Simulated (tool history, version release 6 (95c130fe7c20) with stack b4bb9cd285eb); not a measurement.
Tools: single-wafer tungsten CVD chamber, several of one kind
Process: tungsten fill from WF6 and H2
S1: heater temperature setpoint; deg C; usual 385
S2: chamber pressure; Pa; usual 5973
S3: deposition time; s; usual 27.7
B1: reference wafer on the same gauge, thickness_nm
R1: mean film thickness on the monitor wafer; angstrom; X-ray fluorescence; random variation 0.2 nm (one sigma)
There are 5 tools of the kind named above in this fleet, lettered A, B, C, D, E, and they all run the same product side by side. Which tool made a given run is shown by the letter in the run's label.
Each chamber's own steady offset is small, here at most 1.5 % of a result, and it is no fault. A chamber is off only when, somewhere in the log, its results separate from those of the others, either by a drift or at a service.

run,hour,S1,S2,S3,B1,R1
1E,4.7,385,5973,27.7,78.211,730.10
2D,9.4,385,5973,27.7,78.226,726.87
3A,14.9,385,5973,27.7,78.243,715.98
4B,21.3,385,5973,27.7,78.182,724.17
5C,27.3,385,5973,27.7,78.193,723.89
6D,33.4,385,5973,33.1,78.207,865.49
7E,38.5,385,5973,33.1,78.153,871.08
8B,41.8,385,5973,33.1,78.174,872.08
9C,48.9,385,5973,33.1,78.198,865.74
10A,54.7,385,5973,33.1,78.141,862.96
11E,60.6,385,5973,27.7,78.176,730.96
12A,67.6,385,5973,27.7,78.219,719.25
# hour 70.3: chamber E: capacitance manometer re-zeroed and calibrated
13C,74.5,385,5973,27.7,78.214,727.81
14B,78.6,373,5453,27.7,78.208,545.53
15D,84.7,373,5453,27.7,78.211,541.76
16D,89.7,373,5453,27.7,78.191,539.17
17B,95.5,373,5453,27.7,78.264,543.40
18A,98.8,373,5453,27.7,78.176,539.36
19E,104.9,385,5973,27.7,78.191,753.58
20C,111.1,385,5973,27.7,78.204,726.80
21A,117.6,375,5973,27.7,78.143,584.21
22D,122.7,375,5973,27.7,78.200,590.09
23C,127.3,375,5973,27.7,78.246,591.95
24B,133.0,375,5973,27.7,78.179,593.09
25E,138.9,375,5973,27.7,78.225,609.34
26C,143.7,385,5973,27.7,78.200,723.40
27A,147.9,385,5973,27.7,78.168,718.50
28E,152.1,385,5973,27.7,78.209,749.18
29B,157.2,385,5973,24.3,78.207,637.39
30D,161.7,385,5973,24.3,78.190,635.55
31C,165.0,385,5973,24.3,78.162,637.97
32E,170.4,385,5973,24.3,78.224,656.82

Does one chamber stand apart from the rest, does the shared gauge drift, or is all well apart from small per-chamber offsets? Give the chamber and the most likely cause, where there is one.

A service left chamber E off against the others.
What lies behind it: true pressure above the setpoint (%) = 5.94.

Chamber E could run next with any of the 4 candidate recipes listed below; each alters the usual settings, and their results appear as question marks. Which one brings its results back in line with what the other chambers deliver on the usual settings?
Maximum distance from the other chambers' mean on the usual settings for a result to count as in line: R1 7.10 angstrom
33E-1,175.6,384,5973,27.7,,?
33E-2,175.6,385,6439,27.7,,?
33E-3,175.6,385,5506,27.7,,?
33E-4,175.6,385,6186,27.7,,?

Mean of the other chambers on the usual settings: R1 723.43 angstrom
run,R1
33E-1,733.08
33E-2,773.80
33E-3,720.61
33E-4,759.80
33E-3 is the one that brings the chamber's results back in line with the other chambers.
